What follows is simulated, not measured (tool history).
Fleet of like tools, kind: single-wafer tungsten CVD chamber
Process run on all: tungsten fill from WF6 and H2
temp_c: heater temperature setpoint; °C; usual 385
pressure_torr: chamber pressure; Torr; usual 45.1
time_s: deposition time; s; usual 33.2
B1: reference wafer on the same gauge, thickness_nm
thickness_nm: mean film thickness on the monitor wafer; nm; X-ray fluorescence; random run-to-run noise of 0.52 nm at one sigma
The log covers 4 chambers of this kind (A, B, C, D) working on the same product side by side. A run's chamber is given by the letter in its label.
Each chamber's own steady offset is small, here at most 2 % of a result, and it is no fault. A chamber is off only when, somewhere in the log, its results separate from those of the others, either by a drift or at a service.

{"run": "1D", "hour": 7.1, "temp_c": 385, "pressure_torr": 45.1, "time_s": 33.2, "B1": 74.567, "thickness_nm": 87.101}
{"run": "2C", "hour": 12.3, "temp_c": 385, "pressure_torr": 45.1, "time_s": 33.2, "B1": 74.512, "thickness_nm": 89.046}
{"run": "3A", "hour": 18.0, "temp_c": 385, "pressure_torr": 45.1, "time_s": 33.2, "B1": 74.547, "thickness_nm": 87.76}
{"run": "4B", "hour": 22.1, "temp_c": 385, "pressure_torr": 45.1, "time_s": 33.2, "B1": 74.515, "thickness_nm": 88.936}
{"run": "5D", "hour": 27.4, "temp_c": 380, "pressure_torr": 45.1, "time_s": 33.2, "B1": 74.524, "thickness_nm": 79.027}
{"run": "6A", "hour": 31.5, "temp_c": 380, "pressure_torr": 45.1, "time_s": 33.2, "B1": 74.615, "thickness_nm": 78.249}
{"run": "7C", "hour": 36.2, "temp_c": 380, "pressure_torr": 45.1, "time_s": 33.2, "B1": 74.493, "thickness_nm": 81.162}
{"run": "8B", "hour": 39.7, "temp_c": 380, "pressure_torr": 45.1, "time_s": 33.2, "B1": 74.496, "thickness_nm": 78.603}
{"run": "9B", "hour": 43.5, "temp_c": 385, "pressure_torr": 45.1, "time_s": 33.2, "B1": 74.592, "thickness_nm": 88.542}
{"run": "10D", "hour": 51.0, "temp_c": 385, "pressure_torr": 45.1, "time_s": 33.2, "B1": 74.476, "thickness_nm": 87.28}
{"run": "11C", "hour": 56.0, "temp_c": 385, "pressure_torr": 45.1, "time_s": 33.2, "B1": 74.59, "thickness_nm": 89.019}
{"run": "12A", "hour": 61.2, "temp_c": 385, "pressure_torr": 45.1, "time_s": 33.2, "B1": 74.518, "thickness_nm": 87.388}
{"run": "13D", "hour": 67.1, "temp_c": 385, "pressure_torr": 45.1, "time_s": 33.2, "B1": 74.399, "thickness_nm": 87.042}
{"run": "14C", "hour": 71.1, "temp_c": 385, "pressure_torr": 45.1, "time_s": 33.2, "B1": 74.507, "thickness_nm": 89.434}
{"run": "15B", "hour": 76.1, "temp_c": 385, "pressure_torr": 45.1, "time_s": 33.2, "B1": 74.567, "thickness_nm": 88.275}
{"run": "16A", "hour": 83.8, "temp_c": 385, "pressure_torr": 45.1, "time_s": 33.2, "B1": 74.498, "thickness_nm": 86.897}
{"run": "17D", "hour": 89.8, "temp_c": 385, "pressure_torr": 45.1, "time_s": 33.2, "B1": 74.6, "thickness_nm": 86.95}
{"run": "18A", "hour": 97.7, "temp_c": 385, "pressure_torr": 45.1, "time_s": 33.2, "B1": 74.451, "thickness_nm": 86.429}
{"run": "19C", "hour": 104.2, "temp_c": 385, "pressure_torr": 37.9, "time_s": 33.2, "B1": 74.396, "thickness_nm": 83.375}
{"run": "20B", "hour": 111.8, "temp_c": 385, "pressure_torr": 37.9, "time_s": 33.2, "B1": 74.55, "thickness_nm": 82.85}
{"run": "21D", "hour": 117.7, "temp_c": 385, "pressure_torr": 37.9, "time_s": 33.2, "B1": 74.529, "thickness_nm": 80.122}
{"run": "22A", "hour": 125.0, "temp_c": 385, "pressure_torr": 37.9, "time_s": 33.2, "B1": 74.555, "thickness_nm": 79.908}
{"run": "23B", "hour": 132.0, "temp_c": 385, "pressure_torr": 45.1, "time_s": 33.2, "B1": 74.402, "thickness_nm": 89.643}
{"run": "24C", "hour": 137.8, "temp_c": 385, "pressure_torr": 45.1, "time_s": 33.2, "B1": 74.569, "thickness_nm": 89.5}
{"run": "25B", "hour": 145.6, "temp_c": 385, "pressure_torr": 45.1, "time_s": 33.2, "B1": 74.506, "thickness_nm": 90.436}
{"run": "26D", "hour": 153.8, "temp_c": 385, "pressure_torr": 45.1, "time_s": 33.2, "B1": 74.539, "thickness_nm": 87.064}
{"run": "27C", "hour": 159.1, "temp_c": 385, "pressure_torr": 51.8, "time_s": 35.3, "B1": 74.599, "thickness_nm": 101.13}
{"run": "28A", "hour": 164.4, "temp_c": 385, "pressure_torr": 51.8, "time_s": 35.3, "B1": 74.606, "thickness_nm": 96.971}
{"run": "29B", "hour": 168.5, "temp_c": 385, "pressure_torr": 51.8, "time_s": 35.3, "B1": 74.495, "thickness_nm": 103.46}
{"run": "30D", "hour": 172.1, "temp_c": 385, "pressure_torr": 51.8, "time_s": 35.3, "B1": 74.608, "thickness_nm": 99.316}
{"run": "31C", "hour": 176.2, "temp_c": 385, "pressure_torr": 45.1, "time_s": 33.2, "B1": 74.441, "thickness_nm": 88.716}
{"hour": 180.5, "done": "chamber D: capacitance manometer re-zeroed and calibrated"}
{"run": "32A", "hour": 183.8, "temp_c": 385, "pressure_torr": 45.1, "time_s": 33.2, "B1": 74.55, "thickness_nm": 86.68}
{"run": "33D", "hour": 188.5, "temp_c": 385, "pressure_torr": 45.1, "time_s": 33.2, "B1": 74.416, "thickness_nm": 88.92}
{"run": "34A", "hour": 196.3, "temp_c": 391, "pressure_torr": 49.8, "time_s": 33.2, "B1": 74.568, "thickness_nm": 101.61}
{"run": "35B", "hour": 201.5, "temp_c": 391, "pressure_torr": 49.8, "time_s": 33.2, "B1": 74.507, "thickness_nm": 109.32}
{"run": "36C", "hour": 209.3, "temp_c": 391, "pressure_torr": 49.8, "time_s": 33.2, "B1": 74.421, "thickness_nm": 105.61}
{"run": "37B", "hour": 216.6, "temp_c": 391, "pressure_torr": 49.8, "time_s": 33.2, "B1": 74.549, "thickness_nm": 110.98}

Which is it: a chamber that has drifted or been left off by a service, a gauge drift common to all chambers, or only each chamber's usual small offset? If a chamber is off, name it and its likeliest cause.

Little by little, chamber B moves away from the other chambers.
Most likely cause: wafer temperature above the value expected at the setpoint (K) = 3.24.

Chamber B could run next with any of the 4 candidate recipes listed below; each alters the usual settings, and their results appear as question marks. Which one brings its results back in line with what the other chambers deliver on the usual settings?
A result is in line if it is within this distance of the other chambers' mean on the usual settings: thickness_nm 1.8 nm
{"run": "38B-1", "hour": 222.5, "temp_c": 385, "pressure_torr": 45.1, "time_s": 32.3, "thickness_nm": "?"}
{"run": "38B-2", "hour": 222.5, "temp_c": 387, "pressure_torr": 45.1, "time_s": 33.9, "thickness_nm": "?"}
{"run": "38B-3", "hour": 222.5, "temp_c": 386, "pressure_torr": 45.4, "time_s": 33.5, "thickness_nm": "?"}
{"run": "38B-4", "hour": 222.5, "temp_c": 385, "pressure_torr": 38.8, "time_s": 33.2, "thickness_nm": "?"}

Average result of the remaining chambers running the usual settings: thickness_nm 87.727 nm
run=38B-1 thickness_nm=91.032
run=38B-2 thickness_nm=99.333
run=38B-3 thickness_nm=96.577
run=38B-4 thickness_nm=87.185
It is 38B-4 that realigns the chamber with its peers.

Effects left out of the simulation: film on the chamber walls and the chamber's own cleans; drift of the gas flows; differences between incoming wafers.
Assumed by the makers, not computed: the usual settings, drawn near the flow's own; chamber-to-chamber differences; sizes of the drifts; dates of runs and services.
